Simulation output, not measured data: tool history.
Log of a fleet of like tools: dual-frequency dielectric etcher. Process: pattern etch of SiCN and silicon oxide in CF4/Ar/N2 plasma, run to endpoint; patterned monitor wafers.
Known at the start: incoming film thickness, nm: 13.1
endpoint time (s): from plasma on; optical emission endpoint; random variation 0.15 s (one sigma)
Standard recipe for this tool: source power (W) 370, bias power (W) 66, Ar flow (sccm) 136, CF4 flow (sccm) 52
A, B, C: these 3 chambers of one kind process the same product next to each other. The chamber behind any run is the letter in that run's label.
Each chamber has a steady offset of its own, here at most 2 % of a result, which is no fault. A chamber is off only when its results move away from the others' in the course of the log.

run	hour	source power (W)	bias power (W)	Ar flow (sccm)	CF4 flow (sccm)	endpoint time (s)
1C	3.7	370	66	136	52	20.789
2B	6.8	370	66	136	52	20.819
3A	10.5	370	66	136	52	20.328
4B	12.8	370	66	136	52	20.767
5A	16.3	370	66	136	56	20.098
6C	19.3	370	66	136	56	20.768
7B	22.1	370	66	136	56	20.630
8C	26.4	370	66	107	52	19.917
9A	29.6	370	66	107	52	19.884
10B	33.0	370	66	107	52	20.086
11A	36.3	370	66	136	63	19.800
12C	39.9	370	66	136	63	20.197
13B	42.2	370	66	136	63	20.005
14C	44.9	370	66	136	52	20.618
15A	47.6	370	66	136	52	20.507
16C	50.2	370	66	136	52	20.411
17B	54.2	370	66	136	52	21.133
18A	57.9	370	66	109	52	19.583
19B	61.4	370	66	109	52	20.391
20A	64.9	370	66	109	52	19.820
21C	69.3	370	66	136	52	20.671
22B	71.6	370	66	136	52	21.339
23C	76.0	370	66	136	52	20.652
24A	78.5	370	66	136	52	20.475
25C	82.7	370	66	136	52	20.786
26A	87.0	370	66	136	52	20.089
27B	91.5	370	66	136	52	21.462
28A	96.5	370	66	136	52	20.389
29C	100.4	370	66	136	52	20.753
30B	104.0	370	66	136	52	21.435
31C	107.4	370	66	136	52	20.623
# hour 110.2: chamber A: wet clean of the chamber
32B	110.3	370	66	136	52	21.654
33A	114.6	370	66	136	52	20.764
34A	118.4	370	66	136	52	20.384
35C	122.5	370	66	136	52	20.398

Read the log: is a single chamber off, either drifting away or since a service, is the gauge that measures every chamber drifting, or is nothing wrong beyond small per-chamber offsets? Name any odd chamber and what most likely caused it.

Little by little, chamber B moves away from the other chambers.
Likeliest cause: etch rate under this chamber's usual, % = 4.74.
From this log alone, it may not be told apart from: source power that arrives under what is set, %.

Below are 4 candidate recipes for chamber B's next run, each the usual settings with a change, their results shown as question marks. Which of them brings B's results back in line with what the other chambers give on the usual settings?
Maximum distance from the other chambers' mean on the usual settings for a result to count as in line: endpoint time (s) 0.510
36B-1	126.0	330	63	139	52	?
36B-2	126.0	350	64	138	51	?
36B-3	126.0	400	66	136	53	?
36B-4	126.0	420	69	133	52	?

Mean of the other chambers on the usual settings: endpoint time (s) 20.519
run	endpoint time (s)
36B-1	24.683
36B-2	23.352
36B-3	20.353
36B-4	19.174
Change 36B-3 lands the chamber within the allowed miss of the other chambers.
